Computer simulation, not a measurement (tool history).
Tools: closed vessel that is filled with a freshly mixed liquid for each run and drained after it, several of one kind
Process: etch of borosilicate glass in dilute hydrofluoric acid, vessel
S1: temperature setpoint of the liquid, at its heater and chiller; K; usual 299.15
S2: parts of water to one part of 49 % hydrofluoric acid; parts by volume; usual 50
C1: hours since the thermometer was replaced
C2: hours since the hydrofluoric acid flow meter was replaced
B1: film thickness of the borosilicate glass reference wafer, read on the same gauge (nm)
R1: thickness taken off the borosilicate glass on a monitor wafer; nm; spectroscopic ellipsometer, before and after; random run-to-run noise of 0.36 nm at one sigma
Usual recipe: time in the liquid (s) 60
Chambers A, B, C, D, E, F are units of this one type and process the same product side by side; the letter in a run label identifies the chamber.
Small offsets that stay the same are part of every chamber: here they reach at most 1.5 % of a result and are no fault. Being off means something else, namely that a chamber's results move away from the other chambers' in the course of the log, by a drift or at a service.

{"run": "1B", "day": 0.667, "S1": 299.15, "S2": 50, "time in the liquid (s)": 60, "C1": 1237.4, "C2": 774.4, "B1": 139.98, "R1": 43.865}
{"run": "2D", "day": 1.308, "S1": 299.15, "S2": 50, "time in the liquid (s)": 60, "C1": 1648.1, "C2": 451.6, "B1": 140.03, "R1": 45.192}
{"run": "3A", "day": 1.888, "S1": 299.15, "S2": 50, "time in the liquid (s)": 60, "C1": 166.7, "C2": 524.3, "B1": 139.99, "R1": 45.976}
{"day": 2.188, "done": "chamber A: hydrofluoric acid flow meter replaced"}
{"run": "4E", "day": 2.375, "S1": 299.15, "S2": 50, "time in the liquid (s)": 60, "C1": 1377.9, "C2": 1974.6, "B1": 140.03, "R1": 44.897}
{"run": "5C", "day": 3.021, "S1": 295.15, "S2": 50, "time in the liquid (s)": 40, "C1": 789.4, "C2": 1286.4, "B1": 140.05, "R1": 25.403}
{"day": 3.45, "done": "chamber E: thermometer replaced"}
{"run": "6F", "day": 3.583, "S1": 295.15, "S2": 50, "time in the liquid (s)": 40, "C1": 434.2, "C2": 623.7, "B1": 140, "R1": 24.728}
{"day": 3.946, "done": "chamber D: hydrofluoric acid flow meter replaced"}
{"run": "7C", "day": 4.079, "S1": 295.15, "S2": 50, "time in the liquid (s)": 40, "C1": 814.8, "C2": 1311.8, "B1": 140.01, "R1": 25.243}
{"run": "8E", "day": 4.646, "S1": 295.15, "S2": 50, "time in the liquid (s)": 40, "C1": 28.8, "C2": 2029.1, "B1": 140.06, "R1": 25.828}
{"run": "9F", "day": 5.158, "S1": 295.15, "S2": 50, "time in the liquid (s)": 40, "C1": 472, "C2": 661.5, "B1": 139.97, "R1": 24.869}
{"run": "10B", "day": 5.654, "S1": 295.15, "S2": 50, "time in the liquid (s)": 40, "C1": 1357.1, "C2": 894.1, "B1": 139.99, "R1": 25.024}
{"run": "11D", "day": 6.154, "S1": 299.15, "S2": 50, "time in the liquid (s)": 60, "C1": 1764.4, "C2": 53, "B1": 140, "R1": 44.25}
{"run": "12A", "day": 6.538, "S1": 299.15, "S2": 50, "time in the liquid (s)": 60, "C1": 278.3, "C2": 104.4, "B1": 139.99, "R1": 45.258}
{"run": "13C", "day": 7.029, "S1": 299.15, "S2": 50, "time in the liquid (s)": 60, "C1": 885.6, "C2": 1382.6, "B1": 140.02, "R1": 44.924}
{"day": 7.404, "done": "chamber C: hydrofluoric acid flow meter replaced"}
{"run": "14E", "day": 7.521, "S1": 299.15, "S2": 50, "time in the liquid (s)": 60, "C1": 97.8, "C2": 2098.1, "B1": 140.01, "R1": 44.735}
{"run": "15D", "day": 8.0, "S1": 301.15, "S2": 50, "time in the liquid (s)": 60, "C1": 1808.7, "C2": 97.3, "B1": 139.99, "R1": 48.549}
{"run": "16F", "day": 8.617, "S1": 301.15, "S2": 50, "time in the liquid (s)": 60, "C1": 555, "C2": 744.5, "B1": 140.01, "R1": 47.572}
{"run": "17B", "day": 9.125, "S1": 301.15, "S2": 50, "time in the liquid (s)": 60, "C1": 1440.4, "C2": 977.4, "B1": 139.99, "R1": 47.47}
{"run": "18A", "day": 9.525, "S1": 301.15, "S2": 50, "time in the liquid (s)": 60, "C1": 350, "C2": 176.1, "B1": 140.03, "R1": 49.082}
{"run": "19D", "day": 10.125, "S1": 301.15, "S2": 50, "time in the liquid (s)": 60, "C1": 1859.7, "C2": 148.3, "B1": 139.99, "R1": 48.126}
{"run": "20E", "day": 10.467, "S1": 301.15, "S2": 50, "time in the liquid (s)": 60, "C1": 168.5, "C2": 2168.8, "B1": 139.99, "R1": 48.743}
{"run": "21B", "day": 10.8, "S1": 299.15, "S2": 50, "time in the liquid (s)": 60, "C1": 1480.6, "C2": 1017.6, "B1": 140.01, "R1": 44.425}
{"run": "22F", "day": 11.183, "S1": 299.15, "S2": 50, "time in the liquid (s)": 60, "C1": 616.6, "C2": 806.1, "B1": 139.99, "R1": 43.297}
{"run": "23C", "day": 11.708, "S1": 299.15, "S2": 50, "time in the liquid (s)": 60, "C1": 997.9, "C2": 103.4, "B1": 140, "R1": 45.171}
{"run": "24A", "day": 12.088, "S1": 299.15, "S2": 50, "time in the liquid (s)": 60, "C1": 411.5, "C2": 237.6, "B1": 139.98, "R1": 45.653}
{"run": "25F", "day": 12.629, "S1": 299.15, "S2": 50, "time in the liquid (s)": 40, "C1": 651.3, "C2": 840.8, "B1": 139.97, "R1": 28.203}
{"run": "26E", "day": 12.967, "S1": 299.15, "S2": 50, "time in the liquid (s)": 40, "C1": 228.5, "C2": 2228.8, "B1": 140, "R1": 30.266}
{"run": "27C", "day": 13.496, "S1": 299.15, "S2": 50, "time in the liquid (s)": 40, "C1": 1040.8, "C2": 146.3, "B1": 140.02, "R1": 29.736}
{"run": "28D", "day": 14.008, "S1": 299.15, "S2": 50, "time in the liquid (s)": 40, "C1": 1952.9, "C2": 241.5, "B1": 140.02, "R1": 29.733}
{"run": "29A", "day": 14.612, "S1": 299.15, "S2": 50, "time in the liquid (s)": 40, "C1": 472.1, "C2": 298.2, "B1": 140, "R1": 29.835}
{"day": 14.846, "done": "chamber E: hydrofluoric acid flow meter replaced"}
{"day": 15.054, "done": "chamber D: thermometer replaced"}
{"run": "30B", "day": 15.246, "S1": 299.15, "S2": 50, "time in the liquid (s)": 40, "C1": 1587.3, "C2": 1124.3, "B1": 140.04, "R1": 29.176}
{"run": "31E", "day": 15.55, "S1": 299.15, "S2": 50, "time in the liquid (s)": 60, "C1": 290.5, "C2": 17, "B1": 140.02, "R1": 44.807}
{"run": "32C", "day": 16.067, "S1": 299.15, "S2": 50, "time in the liquid (s)": 60, "C1": 1102.5, "C2": 208, "B1": 140.02, "R1": 45.047}
{"run": "33F", "day": 16.554, "S1": 299.15, "S2": 50, "time in the liquid (s)": 60, "C1": 745.5, "C2": 935, "B1": 139.99, "R1": 42}
{"run": "34B", "day": 17.217, "S1": 299.15, "S2": 50, "time in the liquid (s)": 60, "C1": 1634.6, "C2": 1171.6, "B1": 139.97, "R1": 44.821}
{"run": "35D", "day": 17.675, "S1": 299.15, "S2": 50, "time in the liquid (s)": 60, "C1": 62.9, "C2": 329.5, "B1": 139.99, "R1": 44.912}
{"day": 17.875, "done": "chamber A: thermometer replaced"}
{"run": "36A", "day": 18.175, "S1": 299.15, "S2": 50, "time in the liquid (s)": 60, "C1": 7.2, "C2": 383.7, "B1": 139.99, "R1": 44.986}
{"run": "37D", "day": 18.717, "S1": 299.15, "S2": 50, "time in the liquid (s)": 60, "C1": 87.9, "C2": 354.5, "B1": 139.99, "R1": 44.662}

Decide between three cases: one chamber stands off from its peers, the gauge reading all wafers drifts, or nothing is wrong past each chamber's small offset. Where a chamber is off, say which and what most likely put it there.

Chamber F drifts away from the others.
What lies behind it: liquid colder than its thermometer reads (K) = 1.44.
The log may not separate it from: hydrofluoric acid flow below the setpoint (%).

Here are 4 candidates for chamber F's next run, each the usual settings with a change, their results left as question marks. Which one brings its results back in line with what the others give on the usual settings?
Allowed miss from the other chambers' usual-settings mean, per result, to count as in line: R1 1.3 nm
{"run": "38F-1", "day": 19.2, "S1": 298.65, "S2": 50, "time in the liquid (s)": 60, "R1": "?"}
{"run": "38F-2", "day": 19.2, "S1": 299.65, "S2": 50, "time in the liquid (s)": 60, "R1": "?"}
{"run": "38F-3", "day": 19.2, "S1": 300.65, "S2": 50, "time in the liquid (s)": 60, "R1": "?"}
{"run": "38F-4", "day": 19.2, "S1": 297.65, "S2": 50, "time in the liquid (s)": 60, "R1": "?"}

Average result of the remaining chambers running the usual settings: R1 44.691 nm
run=38F-1 R1=40.798
run=38F-2 R1=42.521
run=38F-3 R1=44.303
run=38F-4 R1=39.131
38F-3 puts the chamber back in line with the other chambers.

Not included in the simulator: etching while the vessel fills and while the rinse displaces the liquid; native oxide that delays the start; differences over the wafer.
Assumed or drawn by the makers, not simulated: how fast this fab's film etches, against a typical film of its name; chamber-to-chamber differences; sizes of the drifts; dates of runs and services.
